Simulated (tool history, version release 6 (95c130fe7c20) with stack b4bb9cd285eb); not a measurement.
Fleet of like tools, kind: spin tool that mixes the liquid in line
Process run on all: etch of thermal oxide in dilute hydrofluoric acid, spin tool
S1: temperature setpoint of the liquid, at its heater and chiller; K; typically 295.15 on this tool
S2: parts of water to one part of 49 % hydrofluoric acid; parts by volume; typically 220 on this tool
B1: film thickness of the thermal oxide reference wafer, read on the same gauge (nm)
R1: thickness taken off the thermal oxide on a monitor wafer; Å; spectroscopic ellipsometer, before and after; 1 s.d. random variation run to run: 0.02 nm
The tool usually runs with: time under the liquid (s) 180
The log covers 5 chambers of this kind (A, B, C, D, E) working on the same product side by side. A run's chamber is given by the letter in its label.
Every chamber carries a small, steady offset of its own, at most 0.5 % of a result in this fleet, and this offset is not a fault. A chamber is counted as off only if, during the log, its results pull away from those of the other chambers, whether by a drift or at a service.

{"run": "1D", "day": 0.529, "S1": 295.15, "S2": 220, "time under the liquid (s)": 180, "B1": 110.01, "R1": 30.175}
{"run": "2A", "day": 0.958, "S1": 295.15, "S2": 220, "time under the liquid (s)": 180, "B1": 109.99, "R1": 29.865}
{"run": "3B", "day": 1.367, "S1": 295.15, "S2": 220, "time under the liquid (s)": 180, "B1": 110, "R1": 29.612}
{"run": "4E", "day": 1.779, "S1": 295.15, "S2": 220, "time under the liquid (s)": 180, "B1": 109.99, "R1": 29.907}
{"run": "5C", "day": 2.1, "S1": 295.15, "S2": 220, "time under the liquid (s)": 180, "B1": 109.96, "R1": 30.559}
{"run": "6E", "day": 2.588, "S1": 299.15, "S2": 220, "time under the liquid (s)": 180, "B1": 110.02, "R1": 34.993}
{"run": "7B", "day": 2.833, "S1": 299.15, "S2": 220, "time under the liquid (s)": 180, "B1": 110.03, "R1": 34.787}
{"run": "8D", "day": 3.379, "S1": 299.15, "S2": 220, "time under the liquid (s)": 180, "B1": 109.99, "R1": 35.128}
{"run": "9A", "day": 3.788, "S1": 299.15, "S2": 220, "time under the liquid (s)": 180, "B1": 109.99, "R1": 34.812}
{"run": "10C", "day": 4.233, "S1": 299.15, "S2": 220, "time under the liquid (s)": 180, "B1": 110, "R1": 34.82}
{"run": "11E", "day": 4.712, "S1": 295.15, "S2": 220, "time under the liquid (s)": 180, "B1": 109.98, "R1": 30.365}
{"run": "12C", "day": 4.967, "S1": 295.15, "S2": 220, "time under the liquid (s)": 180, "B1": 109.99, "R1": 29.906}
{"run": "13D", "day": 5.504, "S1": 295.15, "S2": 220, "time under the liquid (s)": 180, "B1": 110, "R1": 30.168}
{"run": "14A", "day": 5.854, "S1": 295.15, "S2": 220, "time under the liquid (s)": 180, "B1": 110.01, "R1": 29.874}
{"run": "15B", "day": 6.233, "S1": 295.15, "S2": 120, "time under the liquid (s)": 85, "B1": 110.01, "R1": 29.169}
{"run": "16D", "day": 6.571, "S1": 295.15, "S2": 120, "time under the liquid (s)": 85, "B1": 110.02, "R1": 28.705}
{"run": "17E", "day": 7.112, "S1": 295.15, "S2": 120, "time under the liquid (s)": 85, "B1": 109.98, "R1": 29.376}
{"run": "18B", "day": 7.496, "S1": 295.15, "S2": 120, "time under the liquid (s)": 85, "B1": 109.99, "R1": 28.851}
{"run": "19C", "day": 7.904, "S1": 295.15, "S2": 120, "time under the liquid (s)": 85, "B1": 110, "R1": 28.499}
{"run": "20A", "day": 8.158, "S1": 295.15, "S2": 220, "time under the liquid (s)": 180, "B1": 109.97, "R1": 30.12}
{"run": "21E", "day": 8.667, "S1": 295.15, "S2": 220, "time under the liquid (s)": 180, "B1": 109.99, "R1": 30.23}
{"run": "22A", "day": 9.017, "S1": 295.15, "S2": 220, "time under the liquid (s)": 180, "B1": 110.02, "R1": 29.707}
{"run": "23C", "day": 9.575, "S1": 295.15, "S2": 220, "time under the liquid (s)": 180, "B1": 110.01, "R1": 30.092}
{"run": "24B", "day": 9.95, "S1": 295.15, "S2": 220, "time under the liquid (s)": 180, "B1": 109.99, "R1": 30.042}
{"day": 9.967, "done": "chamber E: thermometer replaced"}
{"day": 9.967, "done": "chamber A: thermometer replaced"}
{"run": "25D", "day": 10.212, "S1": 295.15, "S2": 220, "time under the liquid (s)": 180, "B1": 110.01, "R1": 30.188}
{"run": "26C", "day": 10.575, "S1": 295.15, "S2": 220, "time under the liquid (s)": 180, "B1": 110.01, "R1": 30.132}
{"run": "27B", "day": 10.846, "S1": 295.15, "S2": 220, "time under the liquid (s)": 180, "B1": 110, "R1": 30.15}
{"run": "28E", "day": 11.404, "S1": 295.15, "S2": 220, "time under the liquid (s)": 180, "B1": 110, "R1": 30.054}
{"run": "29D", "day": 11.654, "S1": 295.15, "S2": 220, "time under the liquid (s)": 180, "B1": 109.99, "R1": 30.003}
{"run": "30A", "day": 12.196, "S1": 295.15, "S2": 220, "time under the liquid (s)": 180, "B1": 110, "R1": 30.054}
{"run": "31D", "day": 12.683, "S1": 295.15, "S2": 220, "time under the liquid (s)": 180, "B1": 109.97, "R1": 30.35}
{"run": "32E", "day": 13.162, "S1": 295.15, "S2": 220, "time under the liquid (s)": 180, "B1": 109.99, "R1": 30.247}
{"run": "33B", "day": 13.471, "S1": 295.15, "S2": 220, "time under the liquid (s)": 180, "B1": 110.01, "R1": 30.329}
{"run": "34C", "day": 13.967, "S1": 295.15, "S2": 220, "time under the liquid (s)": 180, "B1": 110.01, "R1": 29.945}

Predict what each chamber gives when all 5 of them run the settings below next.
{"run": "35A", "day": 14.371, "S1": 298.65, "S2": 220, "time under the liquid (s)": 180, "R1": "?"}
{"run": "35B", "day": 14.371, "S1": 298.65, "S2": 220, "time under the liquid (s)": 180, "R1": "?"}
{"run": "35C", "day": 14.371, "S1": 298.65, "S2": 220, "time under the liquid (s)": 180, "R1": "?"}
{"run": "35D", "day": 14.371, "S1": 298.65, "S2": 220, "time under the liquid (s)": 180, "R1": "?"}
{"run": "35E", "day": 14.371, "S1": 298.65, "S2": 220, "time under the liquid (s)": 180, "R1": "?"}

run=35A R1=34.031
run=35B R1=34.161
run=35C R1=34.51
run=35D R1=33.866
run=35E R1=34.287
